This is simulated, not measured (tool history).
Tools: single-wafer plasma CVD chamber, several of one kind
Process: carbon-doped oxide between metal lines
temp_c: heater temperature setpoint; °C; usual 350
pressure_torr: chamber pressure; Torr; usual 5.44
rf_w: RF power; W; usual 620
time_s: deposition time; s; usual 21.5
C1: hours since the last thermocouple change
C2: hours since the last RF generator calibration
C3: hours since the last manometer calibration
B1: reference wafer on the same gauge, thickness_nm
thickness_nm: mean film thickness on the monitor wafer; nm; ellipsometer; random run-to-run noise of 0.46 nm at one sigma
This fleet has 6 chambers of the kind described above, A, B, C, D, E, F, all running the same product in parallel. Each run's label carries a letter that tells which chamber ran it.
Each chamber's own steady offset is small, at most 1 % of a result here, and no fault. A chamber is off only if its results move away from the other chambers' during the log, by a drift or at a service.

run 1E hour=7.4 | temp_c=350 pressure_torr=5.44 rf_w=620 time_s=21.5 | C1=1934.9 C2=119.6 C3=126.3 | B1=138.99 | thickness_nm=128.22
run 2F hour=16.5 | temp_c=350 pressure_torr=5.44 rf_w=620 time_s=21.5 | C1=1396.1 C2=1351.7 C3=351.4 | B1=139.06 | thickness_nm=127.69
run 3C hour=23.6 | temp_c=350 pressure_torr=5.44 rf_w=620 time_s=21.5 | C1=1136.8 C2=436.5 C3=566.8 | B1=138.91 | thickness_nm=128.17
run 4D hour=36.9 | temp_c=350 pressure_torr=5.44 rf_w=620 time_s=21.5 | C1=827.2 C2=854 C3=664.3 | B1=139.05 | thickness_nm=128.34
run 5A hour=49.2 | temp_c=350 pressure_torr=5.44 rf_w=620 time_s=21.5 | C1=1369 C2=1729.2 C3=871.4 | B1=139.07 | thickness_nm=127.53
run 6B hour=57.8 | temp_c=350 pressure_torr=5.44 rf_w=620 time_s=21.5 | C1=2279.5 C2=331.3 C3=284.6 | B1=138.96 | thickness_nm=128.3
run 7C hour=69.6 | temp_c=350 pressure_torr=5.44 rf_w=620 time_s=21.5 | C1=1182.8 C2=482.5 C3=612.8 | B1=139 | thickness_nm=127.78
run 8B hour=78 | temp_c=350 pressure_torr=5.44 rf_w=620 time_s=21.5 | C1=2299.7 C2=351.5 C3=304.8 | B1=139.09 | thickness_nm=127.97
run 9E hour=86.6 | temp_c=350 pressure_torr=5.44 rf_w=620 time_s=18.6 | C1=2014.1 C2=198.8 C3=205.5 | B1=138.9 | thickness_nm=111.05
run 10A hour=97.3 | temp_c=350 pressure_torr=5.44 rf_w=620 time_s=18.6 | C1=1417.1 C2=1777.3 C3=919.5 | B1=139.03 | thickness_nm=109.79
run 11F hour=103.9 | temp_c=350 pressure_torr=5.44 rf_w=620 time_s=18.6 | C1=1483.5 C2=1439.1 C3=438.8 | B1=138.99 | thickness_nm=110.63
run 12D hour=112.3 | temp_c=350 pressure_torr=5.44 rf_w=620 time_s=18.6 | C1=902.6 C2=929.4 C3=739.7 | B1=138.95 | thickness_nm=111.87
-- hour=116.2 chamber F: thermocouple changed; heater temperature recalibrated
run 13D hour=123.1 | temp_c=350 pressure_torr=5.44 rf_w=620 time_s=18.6 | C1=913.4 C2=940.2 C3=750.5 | B1=139.05 | thickness_nm=110.92
run 14F hour=131.5 | temp_c=350 pressure_torr=5.44 rf_w=620 time_s=18.6 | C1=15.3 C2=1466.7 C3=466.4 | B1=139 | thickness_nm=110.56
run 15B hour=144.3 | temp_c=350 pressure_torr=5.44 rf_w=620 time_s=21.5 | C1=2366 C2=417.8 C3=371.1 | B1=139.02 | thickness_nm=128.49
run 16A hour=153 | temp_c=359 pressure_torr=5.44 rf_w=575 time_s=21.5 | C1=1472.8 C2=1833 C3=975.2 | B1=139.03 | thickness_nm=118.52
run 17E hour=163.7 | temp_c=359 pressure_torr=5.44 rf_w=575 time_s=21.5 | C1=2091.2 C2=275.9 C3=282.6 | B1=139.06 | thickness_nm=119.6
run 18C hour=175.9 | temp_c=359 pressure_torr=5.44 rf_w=575 time_s=21.5 | C1=1289.1 C2=588.8 C3=719.1 | B1=139.03 | thickness_nm=119.48
run 19F hour=182.1 | temp_c=359 pressure_torr=5.44 rf_w=575 time_s=21.5 | C1=65.9 C2=1517.3 C3=517 | B1=139.04 | thickness_nm=119.01
run 20D hour=191.2 | temp_c=359 pressure_torr=5.44 rf_w=575 time_s=21.5 | C1=981.5 C2=1008.3 C3=818.6 | B1=139.02 | thickness_nm=120.32
run 21C hour=200 | temp_c=359 pressure_torr=5.44 rf_w=575 time_s=21.5 | C1=1313.2 C2=612.9 C3=743.2 | B1=138.92 | thickness_nm=118.85
run 22B hour=206.9 | temp_c=350 pressure_torr=5.44 rf_w=620 time_s=21.5 | C1=2428.6 C2=480.4 C3=433.7 | B1=138.96 | thickness_nm=128.12
run 23E hour=216.7 | temp_c=350 pressure_torr=5.44 rf_w=620 time_s=21.5 | C1=2144.2 C2=328.9 C3=335.6 | B1=138.98 | thickness_nm=129.12
run 24A hour=224.9 | temp_c=350 pressure_torr=5.44 rf_w=620 time_s=21.5 | C1=1544.7 C2=1904.9 C3=1047.1 | B1=139.02 | thickness_nm=126.36
run 25A hour=235.8 | temp_c=350 pressure_torr=4.13 rf_w=620 time_s=18.9 | C1=1555.6 C2=1915.8 C3=1058 | B1=138.94 | thickness_nm=107.05
run 26B hour=247 | temp_c=350 pressure_torr=4.13 rf_w=620 time_s=18.9 | C1=2468.7 C2=520.5 C3=473.8 | B1=139.06 | thickness_nm=108.54
run 27E hour=256.3 | temp_c=350 pressure_torr=4.13 rf_w=620 time_s=18.9 | C1=2183.8 C2=368.5 C3=375.2 | B1=138.96 | thickness_nm=108.81
run 28D hour=269.3 | temp_c=350 pressure_torr=4.13 rf_w=620 time_s=18.9 | C1=1059.6 C2=1086.4 C3=896.7 | B1=138.95 | thickness_nm=108.88
run 29F hour=280.2 | temp_c=350 pressure_torr=4.13 rf_w=620 time_s=18.9 | C1=164 C2=1615.4 C3=615.1 | B1=139.07 | thickness_nm=108.31
run 30C hour=290.6 | temp_c=350 pressure_torr=4.13 rf_w=620 time_s=18.9 | C1=1403.8 C2=703.5 C3=833.8 | B1=139.01 | thickness_nm=108.64
run 31E hour=298.6 | temp_c=350 pressure_torr=5.44 rf_w=620 time_s=21.5 | C1=2226.1 C2=410.8 C3=417.5 | B1=138.93 | thickness_nm=129.24
run 32A hour=307.6 | temp_c=350 pressure_torr=5.44 rf_w=620 time_s=21.5 | C1=1627.4 C2=1987.6 C3=1129.8 | B1=139.03 | thickness_nm=127.23
run 33D hour=318.2 | temp_c=350 pressure_torr=5.44 rf_w=620 time_s=21.5 | C1=1108.5 C2=1135.3 C3=945.6 | B1=138.9 | thickness_nm=128.08
run 34C hour=325.6 | temp_c=350 pressure_torr=5.44 rf_w=620 time_s=21.5 | C1=1438.8 C2=738.5 C3=868.8 | B1=139.05 | thickness_nm=127.61
-- hour=333.6 chamber B: thermocouple changed; heater temperature recalibrated
run 35F hour=338.5 | temp_c=350 pressure_torr=5.44 rf_w=620 time_s=21.5 | C1=222.3 C2=1673.7 C3=673.4 | B1=139.1 | thickness_nm=127.82
run 36B hour=348.8 | temp_c=350 pressure_torr=5.44 rf_w=620 time_s=21.5 | C1=15.2 C2=622.3 C3=575.6 | B1=139.04 | thickness_nm=128.27

Does one chamber stand apart from the rest, does the shared gauge drift, or is all well apart from small per-chamber offsets? Give the chamber and the most likely cause, where there is one.

The fleet is healthy, with each chamber sitting at its usual small offset and no drift in the gauge.
